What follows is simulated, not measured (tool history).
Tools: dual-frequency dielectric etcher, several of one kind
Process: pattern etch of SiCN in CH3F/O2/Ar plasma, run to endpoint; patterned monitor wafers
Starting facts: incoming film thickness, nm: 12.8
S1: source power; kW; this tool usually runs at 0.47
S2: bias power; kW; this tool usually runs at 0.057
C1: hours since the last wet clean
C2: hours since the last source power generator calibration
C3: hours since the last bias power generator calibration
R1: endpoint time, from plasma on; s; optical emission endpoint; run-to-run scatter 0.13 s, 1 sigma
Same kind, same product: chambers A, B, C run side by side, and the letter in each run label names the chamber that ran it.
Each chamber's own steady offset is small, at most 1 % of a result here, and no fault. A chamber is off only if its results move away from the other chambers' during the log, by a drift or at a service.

| run | day | S1 | S2 | C1 | C2 | C3 | R1 |
|---|---|---|---|---|---|---|---|
| 1A | 0.229 | 0.47 | 0.057 | 563.4 | 1158.4 | 3393.7 | 35.109 |
| 2B | 0.521 | 0.47 | 0.057 | 398.3 | 1474.2 | 2085.4 | 34.882 |
| 3C | 0.8 | 0.47 | 0.057 | 657.3 | 2201.4 | 2888.5 | 34.956 |
|  | 0.808 | chamber A: wet clean of the chamber |
| 4C | 1.038 | 0.47 | 0.057 | 663 | 2207.1 | 2894.2 | 34.555 |
| 5B | 1.196 | 0.47 | 0.057 | 414.5 | 1490.4 | 2101.6 | 34.646 |
| 6A | 1.342 | 0.58 | 0.044 | 12.8 | 1185.1 | 3420.4 | 35.306 |
| 7B | 1.496 | 0.58 | 0.044 | 421.7 | 1497.6 | 2108.8 | 34.769 |
| 8A | 1.783 | 0.58 | 0.044 | 23.4 | 1195.7 | 3431 | 35.074 |
| 9C | 1.979 | 0.51 | 0.05 | 685.6 | 2229.7 | 2916.8 | 35.118 |
|  | 2.104 | chamber C: wet clean of the chamber |
| 10A | 2.204 | 0.51 | 0.05 | 33.5 | 1205.8 | 3441.1 | 35.527 |
| 11C | 2.508 | 0.51 | 0.05 | 9.7 | 2242.4 | 2929.5 | 35.314 |
| 12B | 2.712 | 0.47 | 0.057 | 450.9 | 1526.8 | 2138 | 34.764 |
| 13A | 2.942 | 0.47 | 0.057 | 51.2 | 1223.5 | 3458.8 | 35.105 |
| 14C | 3.192 | 0.47 | 0.057 | 26.1 | 2258.8 | 2945.9 | 34.789 |
| 15B | 3.346 | 0.47 | 0.057 | 466.1 | 1542 | 2153.2 | 34.727 |
| 16B | 3.633 | 0.47 | 0.057 | 473 | 1548.9 | 2160.1 | 34.923 |
| 17C | 3.912 | 0.55 | 0.07 | 43.4 | 2276.1 | 2963.2 | 30.422 |
| 18A | 4.079 | 0.55 | 0.07 | 78.5 | 1250.8 | 3486.1 | 30.663 |
| 19C | 4.321 | 0.55 | 0.07 | 53.2 | 2285.9 | 2973 | 30.594 |
| 20B | 4.558 | 0.47 | 0.057 | 495.2 | 1571.1 | 2182.3 | 34.861 |
| 21A | 4.829 | 0.47 | 0.057 | 96.5 | 1268.8 | 3504.1 | 35.086 |
| 22A | 4.988 | 0.38 | 0.057 | 100.3 | 1272.6 | 3507.9 | 37.828 |
| 23B | 5.229 | 0.38 | 0.057 | 511.3 | 1587.2 | 2198.4 | 37.903 |
| 24C | 5.454 | 0.38 | 0.057 | 80.4 | 2313.1 | 3000.2 | 37.843 |
| 25C | 5.754 | 0.47 | 0.057 | 87.6 | 2320.3 | 3007.4 | 34.481 |
| 26B | 5.921 | 0.47 | 0.057 | 527.9 | 1603.8 | 2215 | 34.702 |
| 27A | 6.167 | 0.47 | 0.057 | 128.6 | 1300.9 | 3536.2 | 35.037 |
| 28C | 6.433 | 0.47 | 0.057 | 103.9 | 2336.6 | 3023.7 | 34.786 |
| 29A | 6.638 | 0.47 | 0.07 | 139.9 | 1312.2 | 3547.5 | 32.591 |
| 30B | 6.817 | 0.47 | 0.07 | 549.4 | 1625.3 | 2236.5 | 32.328 |
|  | 6.896 | chamber B: wet clean of the chamber |
| 31B | 7.062 | 0.47 | 0.07 | 4.1 | 1631.2 | 2242.4 | 32.542 |
| 32A | 7.288 | 0.47 | 0.057 | 155.5 | 1327.8 | 3563.1 | 35.052 |
| 33C | 7.583 | 0.47 | 0.051 | 131.5 | 2364.2 | 3051.3 | 35.986 |
| 34C | 7.888 | 0.47 | 0.051 | 138.8 | 2371.5 | 3058.6 | 36.231 |
| 35A | 8.2 | 0.47 | 0.051 | 177.4 | 1349.7 | 3585 | 36.428 |
| 36B | 8.496 | 0.47 | 0.057 | 38.5 | 1665.6 | 2276.8 | 34.777 |
| 37A | 8.742 | 0.47 | 0.057 | 190.4 | 1362.7 | 3598 | 34.705 |
| 38C | 8.938 | 0.47 | 0.057 | 164 | 2396.7 | 3083.8 | 34.939 |
| 39B | 9.083 | 0.47 | 0.057 | 52.6 | 1679.7 | 2290.9 | 34.714 |
| 40B | 9.233 | 0.38 | 0.057 | 56.2 | 1683.3 | 2294.5 | 37.65 |
| 41A | 9.525 | 0.38 | 0.057 | 209.2 | 1381.5 | 3616.8 | 38.033 |
| 42C | 9.7 | 0.38 | 0.057 | 182.3 | 2415 | 3102.1 | 37.476 |

The same settings go to every chamber for the next run, one line per chamber below. Forecast the results for each:
| 43A | 9.938 | 0.47 | 0.057 |  |  |  | ? |
| 43B | 9.938 | 0.47 | 0.057 |  |  |  | ? |
| 43C | 9.938 | 0.47 | 0.057 |  |  |  | ? |

| run | R1 |
|---|---|
| 43A | 35.201 |
| 43B | 34.789 |
| 43C | 34.642 |
